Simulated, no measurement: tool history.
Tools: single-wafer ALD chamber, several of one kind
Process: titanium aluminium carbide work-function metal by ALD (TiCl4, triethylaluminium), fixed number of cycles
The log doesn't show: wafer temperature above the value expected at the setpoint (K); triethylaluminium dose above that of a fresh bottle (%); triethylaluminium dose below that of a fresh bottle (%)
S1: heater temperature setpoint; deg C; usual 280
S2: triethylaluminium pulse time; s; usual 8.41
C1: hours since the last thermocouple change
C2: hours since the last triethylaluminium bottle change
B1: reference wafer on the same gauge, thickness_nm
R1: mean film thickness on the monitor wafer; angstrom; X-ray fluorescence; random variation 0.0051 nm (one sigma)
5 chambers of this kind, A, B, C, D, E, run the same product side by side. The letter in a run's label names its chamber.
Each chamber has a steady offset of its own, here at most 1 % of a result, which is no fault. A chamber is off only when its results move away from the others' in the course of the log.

{"run": "1D", "hour": 3.8, "S1": 280, "S2": 8.41, "C1": 1459.8, "C2": 986.9, "B1": 2.0608, "R1": 17.716}
{"run": "2E", "hour": 7.3, "S1": 280, "S2": 8.41, "C1": 704.4, "C2": 919.9, "B1": 2.0611, "R1": 17.801}
{"run": "3A", "hour": 11.9, "S1": 280, "S2": 8.41, "C1": 1028.8, "C2": 282.7, "B1": 2.0593, "R1": 17.808}
{"run": "4C", "hour": 15.3, "S1": 280, "S2": 8.41, "C1": 1881.1, "C2": 1016.6, "B1": 2.0593, "R1": 17.811}
{"run": "5B", "hour": 21.2, "S1": 280, "S2": 8.41, "C1": 912.6, "C2": 1260.3, "B1": 2.0596, "R1": 17.777}
{"run": "6B", "hour": 24.8, "S1": 280, "S2": 8.41, "C1": 916.2, "C2": 1263.9, "B1": 2.0611, "R1": 17.759}
{"run": "7A", "hour": 27.4, "S1": 294, "S2": 5.7, "C1": 1044.3, "C2": 298.2, "B1": 2.0599, "R1": 17.232}
{"run": "8D", "hour": 31.1, "S1": 294, "S2": 5.7, "C1": 1487.1, "C2": 1014.2, "B1": 2.0587, "R1": 17.088}
{"run": "9C", "hour": 34.0, "S1": 294, "S2": 5.7, "C1": 1899.8, "C2": 1035.3, "B1": 2.0602, "R1": 17.434}
{"run": "10E", "hour": 38.6, "S1": 294, "S2": 5.7, "C1": 735.7, "C2": 951.2, "B1": 2.0593, "R1": 17.252}
{"run": "11A", "hour": 41.9, "S1": 294, "S2": 5.7, "C1": 1058.8, "C2": 312.7, "B1": 2.0596, "R1": 17.319}
{"run": "12E", "hour": 47.2, "S1": 280, "S2": 8.41, "C1": 744.3, "C2": 959.8, "B1": 2.0615, "R1": 17.744}
{"run": "13D", "hour": 50.5, "S1": 280, "S2": 8.41, "C1": 1506.5, "C2": 1033.6, "B1": 2.0601, "R1": 17.642}
{"run": "14B", "hour": 55.6, "S1": 280, "S2": 8.41, "C1": 947.0, "C2": 1294.7, "B1": 2.0592, "R1": 17.79}
{"run": "15C", "hour": 61.3, "S1": 280, "S2": 8.41, "C1": 1927.1, "C2": 1062.6, "B1": 2.0599, "R1": 17.841}
{"run": "16B", "hour": 64.7, "S1": 280, "S2": 8.41, "C1": 956.1, "C2": 1303.8, "B1": 2.0593, "R1": 17.786}
{"run": "17A", "hour": 70.1, "S1": 280, "S2": 8.41, "C1": 1087.0, "C2": 340.9, "B1": 2.0606, "R1": 17.884}
{"run": "18D", "hour": 75.6, "S1": 280, "S2": 8.41, "C1": 1531.6, "C2": 1058.7, "B1": 2.0597, "R1": 17.635}
{"run": "19E", "hour": 79.5, "S1": 280, "S2": 8.41, "C1": 776.6, "C2": 992.1, "B1": 2.0595, "R1": 17.783}
{"run": "20C", "hour": 84.3, "S1": 280, "S2": 8.41, "C1": 1950.1, "C2": 1085.6, "B1": 2.0586, "R1": 17.889}
{"run": "21E", "hour": 89.0, "S1": 280, "S2": 8.41, "C1": 786.1, "C2": 1001.6, "B1": 2.0605, "R1": 17.764}
{"run": "22D", "hour": 91.7, "S1": 280, "S2": 8.41, "C1": 1547.7, "C2": 1074.8, "B1": 2.0601, "R1": 17.688}
{"run": "23B", "hour": 94.5, "S1": 280, "S2": 8.41, "C1": 985.9, "C2": 1333.6, "B1": 2.0602, "R1": 17.788}
{"run": "24A", "hour": 100.3, "S1": 280, "S2": 8.41, "C1": 1117.2, "C2": 371.1, "B1": 2.059, "R1": 17.88}
{"run": "25C", "hour": 105.3, "S1": 280, "S2": 8.41, "C1": 1971.1, "C2": 1106.6, "B1": 2.0587, "R1": 17.809}
{"run": "26A", "hour": 108.1, "S1": 280, "S2": 8.41, "C1": 1125.0, "C2": 378.9, "B1": 2.06, "R1": 17.869}
{"run": "27E", "hour": 113.6, "S1": 280, "S2": 8.41, "C1": 810.7, "C2": 1026.2, "B1": 2.0597, "R1": 17.949}
{"run": "28C", "hour": 119.3, "S1": 280, "S2": 8.41, "C1": 1985.1, "C2": 1120.6, "B1": 2.0603, "R1": 17.853}
{"run": "29D", "hour": 124.4, "S1": 280, "S2": 8.41, "C1": 1580.4, "C2": 1107.5, "B1": 2.0595, "R1": 17.705}
{"run": "30B", "hour": 127.3, "S1": 280, "S2": 8.41, "C1": 1018.7, "C2": 1366.4, "B1": 2.0595, "R1": 17.761}
{"run": "31D", "hour": 133.0, "S1": 280, "S2": 8.41, "C1": 1589.0, "C2": 1116.1, "B1": 2.0593, "R1": 17.683}
{"run": "32A", "hour": 138.8, "S1": 280, "S2": 8.41, "C1": 1155.7, "C2": 409.6, "B1": 2.0591, "R1": 17.841}
{"hour": 139.6, "done": "chamber C: thermocouple changed; heater temperature recalibrated"}
{"run": "33E", "hour": 142.7, "S1": 280, "S2": 8.41, "C1": 839.8, "C2": 1055.3, "B1": 2.0597, "R1": 18.041}
{"run": "34B", "hour": 145.9, "S1": 280, "S2": 8.41, "C1": 1037.3, "C2": 1385.0, "B1": 2.0592, "R1": 17.822}
{"run": "35C", "hour": 149.9, "S1": 280, "S2": 8.41, "C1": 10.3, "C2": 1151.2, "B1": 2.0597, "R1": 17.782}
{"run": "36B", "hour": 155.4, "S1": 280, "S2": 8.41, "C1": 1046.8, "C2": 1394.5, "B1": 2.0601, "R1": 17.788}
{"run": "37E", "hour": 160.1, "S1": 280, "S2": 8.41, "C1": 857.2, "C2": 1072.7, "B1": 2.0606, "R1": 18.077}
{"run": "38C", "hour": 163.4, "S1": 280, "S2": 8.41, "C1": 23.8, "C2": 1164.7, "B1": 2.0602, "R1": 17.828}
{"hour": 166.0, "done": "chamber E: triethylaluminium bottle replaced"}
{"run": "39D", "hour": 166.8, "S1": 280, "S2": 8.41, "C1": 1622.8, "C2": 1149.9, "B1": 2.0591, "R1": 17.634}
{"run": "40A", "hour": 169.7, "S1": 280, "S2": 8.41, "C1": 1186.6, "C2": 440.5, "B1": 2.0586, "R1": 17.812}
{"run": "41A", "hour": 175.2, "S1": 280, "S2": 8.41, "C1": 1192.1, "C2": 446.0, "B1": 2.06, "R1": 17.864}
{"run": "42E", "hour": 179.6, "S1": 280, "S2": 8.41, "C1": 876.7, "C2": 13.7, "B1": 2.0596, "R1": 18.183}

Is one chamber off against the others, does the gauge drift, or is nothing wrong? If a chamber is off, say which, and what the likeliest cause is.

Chamber E drifts away from the others.
Cause: wafer temperature above the value expected at the setpoint (K) = 5.08.

Here are 4 candidates for chamber E's next run, each the usual settings with a change, their results left as question marks. Which one brings its results back in line with what the others give on the usual settings?
In line means no further than this from the other chambers' mean on the usual settings: R1 0.180 angstrom
{"run": "43E-1", "hour": 183.9, "S1": 271, "S2": 8.41, "R1": "?"}
{"run": "43E-2", "hour": 183.9, "S1": 289, "S2": 8.41, "R1": "?"}
{"run": "43E-3", "hour": 183.9, "S1": 280, "S2": 7.52, "R1": "?"}
{"run": "43E-4", "hour": 183.9, "S1": 280, "S2": 9.77, "R1": "?"}

The other chambers' mean on the usual settings: R1 17.781 angstrom
run=43E-1 R1=17.468
run=43E-2 R1=18.958
run=43E-3 R1=17.823
run=43E-4 R1=18.611
43E-3 brings the chamber back in line.
